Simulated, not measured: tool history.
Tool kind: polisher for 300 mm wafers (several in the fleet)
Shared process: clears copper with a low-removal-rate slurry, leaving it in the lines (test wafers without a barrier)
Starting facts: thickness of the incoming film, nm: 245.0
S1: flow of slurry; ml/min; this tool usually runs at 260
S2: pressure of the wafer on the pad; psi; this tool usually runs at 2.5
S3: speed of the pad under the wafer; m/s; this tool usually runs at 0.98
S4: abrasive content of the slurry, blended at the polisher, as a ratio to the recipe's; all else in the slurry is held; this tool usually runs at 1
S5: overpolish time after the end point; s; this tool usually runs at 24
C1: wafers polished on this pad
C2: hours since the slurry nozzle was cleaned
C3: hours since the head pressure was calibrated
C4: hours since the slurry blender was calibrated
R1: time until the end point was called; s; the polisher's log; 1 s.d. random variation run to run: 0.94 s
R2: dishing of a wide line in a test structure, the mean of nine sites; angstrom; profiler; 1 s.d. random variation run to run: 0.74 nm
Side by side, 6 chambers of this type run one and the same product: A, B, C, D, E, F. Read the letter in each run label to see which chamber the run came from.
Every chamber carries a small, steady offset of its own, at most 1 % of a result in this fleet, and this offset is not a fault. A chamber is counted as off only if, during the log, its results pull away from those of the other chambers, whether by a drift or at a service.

run,hour,S1,S2,S3,S4,S5,C1,C2,C3,C4,R1,R2
# hour 2.6: chamber E: worn pad replaced by a new one
1C,7.5,260,2.5,0.98,1,24,502,358.8,87.2,116.2,109.34,306.43
2A,13.8,260,2.5,0.98,1,24,629,219.7,127.5,307.5,110.96,323.13
# hour 21.8: chamber B: slurry blender recalibrated
3E,26.1,260,2.5,0.98,1,24,210,589.3,1190,90.1,110.44,320.79
# hour 29.6: chamber F: worn pad replaced by a new one
# hour 33.8: chamber D: worn pad replaced by a new one
# hour 36.1: chamber E: head pressure recalibrated
4B,38.9,260,2.5,0.98,1,24,1027,98.7,239.9,17.1,110.85,329.83
# hour 42.1: chamber D: slurry blender recalibrated
5D,45.2,260,2.5,0.98,1,24,102,230.3,757.2,3.2,109.84,318.62
# hour 47.2: chamber E: slurry nozzle cleaned
6F,52.1,260,2.5,0.98,1,24,201,154.1,320.3,176.6,109.83,318.08
7C,57.9,260,2.5,0.98,1,24,952,409.2,137.6,166.6,110.57,330.33
8A,70.2,260,2.5,0.98,1,24,1132,276.1,183.9,363.9,108.99,316.02
# hour 75.3: chamber B: worn pad replaced by a new one
9B,78.8,260,2.5,0.98,1,24,31,138.6,279.8,57,111.48,314.35
# hour 80.5: chamber A: slurry blender recalibrated
10D,85.6,260,2.5,0.98,1,24,463,270.7,797.6,43.6,112.69,326.15
# hour 93.5: chamber A: worn pad replaced by a new one
11E,95.8,260,2.5,0.98,1,24,833,48.7,59.7,159.8,111.08,327.6
12F,101.6,260,2.5,0.98,1,24,643,203.6,369.8,226.1,113.99,316.47
# hour 105.9: chamber C: worn pad replaced by a new one
# hour 106: chamber D: worn pad replaced by a new one
13F,108.4,260,2.5,0.98,1,24,703,210.4,376.6,232.9,114.91,322.72
14C,114.1,260,2.5,0.98,1.15,24,73,465.4,193.8,222.8,108.12,337.08
15D,122.6,260,2.5,0.98,1.15,24,148,307.7,834.6,80.6,108.05,329.76
# hour 127.3: chamber E: worn pad replaced by a new one
16A,128.9,260,2.5,0.98,1.15,24,316,334.8,242.6,48.4,107.11,337.04
17E,135.3,260,2.5,0.98,1.15,24,71,88.2,99.2,199.3,108.78,317.66
# hour 137.8: chamber D: slurry blender recalibrated
# hour 142.3: chamber D: slurry nozzle cleaned
18B,148.3,260,2.5,0.98,1.15,24,652,208.1,349.3,126.5,108.34,336.51
# hour 149.3: chamber F: worn pad replaced by a new one
19B,155,260,2.5,0.98,1.15,24,712,214.8,356,133.2,107.92,334.75
# hour 159.1: chamber D: head pressure recalibrated
20A,162.9,260,2.5,0.98,1,24,620,368.8,276.6,82.4,109.99,326.94
21E,174.1,260,2.5,0.98,1,24,417,127,138,238.1,111.87,328.93
# hour 179.5: chamber D: worn pad replaced by a new one
22C,182.5,260,2.5,0.98,1,24,684,533.8,262.2,291.2,110.58,318.39
# hour 183.5: chamber C: slurry blender recalibrated
# hour 184.8: chamber C: slurry nozzle cleaned
23F,188.2,260,2.5,0.98,1,24,347,290.2,456.4,312.7,113.49,317.16
24D,196.5,260,2.5,0.98,1,24,152,54.3,37.5,58.7,111.69,330.95
25C,208.8,260,2.5,0.98,1,24,919,24,288.5,25.4,112.77,322.98
26D,216.9,260,2.5,0.98,1,24,334,74.7,57.9,79.1,110.81,322.61
27A,222.7,260,2.5,0.98,1,24,1154,428.6,336.4,142.2,111.7,322.85
# hour 228.9: chamber B: worn pad replaced by a new one
28E,233.6,260,2.5,0.98,1,24,949,186.5,197.5,297.6,112.63,323.37
29F,243.1,260,2.5,0.68,1.25,24,837,345.1,511.3,367.6,157.89,246
# hour 244: chamber B: slurry nozzle cleaned
# hour 249.1: chamber F: worn pad replaced by a new one
# hour 250.7: chamber E: worn pad replaced by a new one
30B,251.8,260,2.5,0.68,1.25,24,205,7.8,452.8,230,154.01,247.61
# hour 252.5: chamber D: worn pad replaced by a new one
# hour 259.8: chamber D: slurry blender recalibrated
31B,261.8,260,2.5,0.68,1.25,24,294,17.8,462.8,240,152.92,258.35
# hour 264.8: chamber A: worn pad replaced by a new one
# hour 268: chamber C: worn pad replaced by a new one
32A,272.5,260,2.5,0.68,1.25,24,68,478.4,386.2,192,151.78,248.36
33E,284.2,260,2.5,0.68,1.25,24,299,237.1,248.1,348.2,150.94,236.51
34F,291.1,260,2.5,0.68,1.25,24,375,393.1,559.3,415.6,157.83,243
35D,300.9,260,2.5,0.98,1,24,432,158.7,141.9,41.2,110.54,315.55
36C,309.5,260,2.5,0.98,1,24,370,124.7,389.2,126.1,109.65,322.41
37D,318.9,260,2.5,0.98,1,24,593,176.7,159.9,59.2,111.35,327.18
38A,329.8,260,2.5,0.98,1,24,580,535.7,443.5,249.3,111.77,321.9
39E,342.5,260,2.5,0.98,1,24,820,295.4,306.4,406.5,112.07,324.38
40F,348.5,260,2.5,0.98,1,24,888,450.5,616.7,473,118.22,295.25
41B,355.6,260,2.5,0.98,1,24,1132,111.6,556.6,333.8,111.95,320.87
# hour 360.3: chamber B: worn pad replaced by a new one
42C,364.8,260,2.5,0.98,1,24,864,180,444.5,181.4,111.04,304.88
43B,373.5,260,2.5,0.98,1,24,118,129.5,574.5,351.7,111.37,330.12

The same settings go to every chamber for the next run, one line per chamber below. Forecast the results for each:
44A,383,260,2.5,0.98,1,24,,,,,?,?
44B,383,260,2.5,0.98,1,24,,,,,?,?
44C,383,260,2.5,0.98,1,24,,,,,?,?
44D,383,260,2.5,0.98,1,24,,,,,?,?
44E,383,260,2.5,0.98,1,24,,,,,?,?
44F,383,260,2.5,0.98,1,24,,,,,?,?

run,R1,R2
44A,110.78,325.47
44B,110.4,314.44
44C,111.5,333.37
44D,110.84,338.9
44E,112.45,327.1
44F,117.78,315.76
